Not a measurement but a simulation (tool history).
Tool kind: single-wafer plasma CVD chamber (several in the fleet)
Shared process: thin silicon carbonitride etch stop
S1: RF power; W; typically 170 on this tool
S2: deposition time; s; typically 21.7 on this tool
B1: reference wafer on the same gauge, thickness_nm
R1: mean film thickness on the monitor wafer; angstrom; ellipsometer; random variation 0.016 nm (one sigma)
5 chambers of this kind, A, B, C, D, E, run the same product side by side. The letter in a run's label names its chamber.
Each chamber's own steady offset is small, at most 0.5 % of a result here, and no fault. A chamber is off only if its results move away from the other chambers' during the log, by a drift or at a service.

run	hour	S1	S2	B1	R1
1C	8	170	21.7	13.903	117.76
2D	20.4	170	21.7	13.903	118.26
3E	32.2	170	21.7	13.909	117.94
4B	39.8	170	21.7	13.908	117.28
5A	50.5	170	21.7	13.911	117.2
6B	60	170	21.7	13.914	117.5
7D	71.3	145	21.7	13.907	112.99
8A	81.5	145	21.7	13.915	112.23
9E	92.4	145	21.7	13.917	112.59
10C	106.8	145	21.7	13.923	112.28
11E	118.6	145	21.7	13.923	112.69
12D	130.4	170	21.7	13.925	118.57
13A	142.4	170	21.7	13.929	117.25
14C	150.4	170	25.6	13.925	139.05
15B	161.1	170	25.6	13.93	138.64
16B	167.6	170	25.6	13.928	138.66
# hour 172.8: chamber D: RF generator calibrated
17C	175.9	170	25.6	13.93	139.04
18E	182.2	170	25.6	13.932	139.32
19A	190.8	170	25.1	13.935	135.66
20D	202.8	170	25.1	13.935	136.86
21C	214.5	170	25.1	13.942	136.73
22D	228	170	25.1	13.941	137.37
23A	241.8	170	25.1	13.943	135.96
24E	253.5	170	21.7	13.946	117.99
25B	267.8	190	21.7	13.951	121.49
26A	280.3	190	21.7	13.948	121.41
27D	294.3	190	21.7	13.951	122.79
28E	305.1	190	21.7	13.954	122.15
29B	316.4	190	21.7	13.959	121.63
30C	324.5	170	21.7	13.967	118.39
31C	333.3	170	21.7	13.956	118.22
32E	341.1	170	21.7	13.959	118.16
33B	353.4	170	21.7	13.967	117.7
34D	364.1	170	21.7	13.968	119.12
35A	375.4	170	21.7	13.969	117.83
36D	385.5	170	21.7	13.971	118.79
37E	393.7	170	21.7	13.975	118.68
38C	400.6	170	21.7	13.977	118.04

What goes on in this fleet: one chamber off, a drifting gauge, or nothing beyond the chambers' own small offsets? Name the chamber and the cause, if any.

The shared gauge is drifting. All chambers look as if they move in step, but none is off.
Cause: gauge reads high (%) = 0.542.
